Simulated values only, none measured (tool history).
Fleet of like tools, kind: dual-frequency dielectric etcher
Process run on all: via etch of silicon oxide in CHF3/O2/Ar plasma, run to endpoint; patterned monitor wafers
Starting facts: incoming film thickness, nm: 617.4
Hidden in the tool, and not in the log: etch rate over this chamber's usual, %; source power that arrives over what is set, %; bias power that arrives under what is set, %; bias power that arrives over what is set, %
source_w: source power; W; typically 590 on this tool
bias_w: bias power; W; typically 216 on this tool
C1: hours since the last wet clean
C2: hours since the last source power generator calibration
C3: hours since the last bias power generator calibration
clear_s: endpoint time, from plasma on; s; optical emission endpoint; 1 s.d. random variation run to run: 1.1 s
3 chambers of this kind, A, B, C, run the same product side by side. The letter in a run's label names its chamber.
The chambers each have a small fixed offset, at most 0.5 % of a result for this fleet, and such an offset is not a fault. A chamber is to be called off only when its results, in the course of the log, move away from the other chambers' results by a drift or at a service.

run 1B day=0.142 | source_w=590 bias_w=216 | C1=389.8 C2=461.3 C3=3923.6 | clear_s=294.72
run 2C day=0.267 | source_w=590 bias_w=216 | C1=330.1 C2=2820.1 C3=4238 | clear_s=296.27
run 3A day=0.471 | source_w=590 bias_w=216 | C1=205.3 C2=2728 C3=2439.8 | clear_s=294.1
run 4B day=0.683 | source_w=590 bias_w=216 | C1=402.8 C2=474.3 C3=3936.6 | clear_s=296.2
run 5C day=0.904 | source_w=590 bias_w=216 | C1=345.4 C2=2835.4 C3=4253.3 | clear_s=296.62
run 6A day=1.121 | source_w=590 bias_w=216 | C1=220.9 C2=2743.6 C3=2455.4 | clear_s=295.19
run 7A day=1.346 | source_w=590 bias_w=216 | C1=226.3 C2=2749 C3=2460.8 | clear_s=295.54
run 8B day=1.471 | source_w=590 bias_w=216 | C1=421.7 C2=493.2 C3=3955.5 | clear_s=293.22
run 9C day=1.596 | source_w=590 bias_w=265 | C1=362 C2=2852 C3=4269.9 | clear_s=272.83
run 10A day=1.842 | source_w=590 bias_w=265 | C1=238.2 C2=2760.9 C3=2472.7 | clear_s=272.72
-- day=1.962 chamber B: wet clean of the chamber
run 11C day=2.046 | source_w=590 bias_w=265 | C1=372.8 C2=2862.8 C3=4280.7 | clear_s=274.29
run 12B day=2.254 | source_w=590 bias_w=216 | C1=7 C2=512 C3=3974.3 | clear_s=295.35
run 13C day=2.429 | source_w=590 bias_w=216 | C1=382 C2=2872 C3=4289.9 | clear_s=295.87
run 14B day=2.579 | source_w=590 bias_w=216 | C1=14.8 C2=519.8 C3=3982.1 | clear_s=294.68
run 15A day=2.808 | source_w=590 bias_w=216 | C1=261.4 C2=2784.1 C3=2495.9 | clear_s=293.74
run 16B day=2.975 | source_w=650 bias_w=191 | C1=24.3 C2=529.3 C3=3991.6 | clear_s=296.37
run 17C day=3.129 | source_w=650 bias_w=191 | C1=398.8 C2=2888.8 C3=4306.7 | clear_s=298.91
run 18A day=3.375 | source_w=650 bias_w=191 | C1=275 C2=2797.7 C3=2509.5 | clear_s=296.78
run 19B day=3.596 | source_w=590 bias_w=216 | C1=39.2 C2=544.2 C3=4006.5 | clear_s=295.56
run 20C day=3.808 | source_w=590 bias_w=216 | C1=415.1 C2=2905.1 C3=4323 | clear_s=296.29
run 21A day=3.979 | source_w=590 bias_w=216 | C1=289.5 C2=2812.2 C3=2524 | clear_s=295.63
run 22B day=4.192 | source_w=670 bias_w=171 | C1=53.5 C2=558.5 C3=4020.8 | clear_s=304.18
run 23A day=4.371 | source_w=670 bias_w=171 | C1=298.9 C2=2821.6 C3=2533.4 | clear_s=303.17
-- day=4.417 chamber C: wet clean of the chamber
run 24C day=4.492 | source_w=670 bias_w=171 | C1=1.8 C2=2921.5 C3=4339.4 | clear_s=304.55
run 25A day=4.662 | source_w=590 bias_w=216 | C1=305.9 C2=2828.6 C3=2540.4 | clear_s=293.53
run 26B day=4.917 | source_w=590 bias_w=180 | C1=70.9 C2=575.9 C3=4038.2 | clear_s=314.81
run 27C day=5.154 | source_w=590 bias_w=180 | C1=17.7 C2=2937.4 C3=4355.3 | clear_s=316.11
run 28A day=5.404 | source_w=590 bias_w=180 | C1=323.7 C2=2846.4 C3=2558.2 | clear_s=312.14
-- day=5.592 chamber C: bias power generator calibrated
run 29C day=5.604 | source_w=590 bias_w=216 | C1=28.5 C2=2948.2 C3=0.4 | clear_s=296.12
run 30B day=5.817 | source_w=590 bias_w=216 | C1=92.5 C2=597.5 C3=4059.8 | clear_s=295.12
run 31C day=6.062 | source_w=590 bias_w=216 | C1=39.5 C2=2959.2 C3=11.4 | clear_s=297.52
run 32B day=6.296 | source_w=590 bias_w=216 | C1=104 C2=609 C3=4071.3 | clear_s=294.04
run 33A day=6.446 | source_w=590 bias_w=216 | C1=348.7 C2=2871.4 C3=2583.2 | clear_s=294.33
run 34C day=6.596 | source_w=590 bias_w=216 | C1=52.3 C2=2972 C3=24.2 | clear_s=296.69
run 35B day=6.754 | source_w=590 bias_w=216 | C1=115 C2=620 C3=4082.3 | clear_s=296.68
run 36A day=6.975 | source_w=590 bias_w=216 | C1=361.4 C2=2884.1 C3=2595.9 | clear_s=294.13
run 37B day=7.121 | source_w=590 bias_w=216 | C1=123.8 C2=628.8 C3=4091.1 | clear_s=297.29
run 38A day=7.275 | source_w=590 bias_w=216 | C1=368.6 C2=2891.3 C3=2603.1 | clear_s=294.17
run 39C day=7.408 | source_w=590 bias_w=216 | C1=71.8 C2=2991.5 C3=43.7 | clear_s=298.6

Is one chamber off against the others, does the gauge drift, or is nothing wrong? If a chamber is off, say which, and what the likeliest cause is.

No chamber is off and the gauge is stable; the differences are just each chamber's small, constant offset.
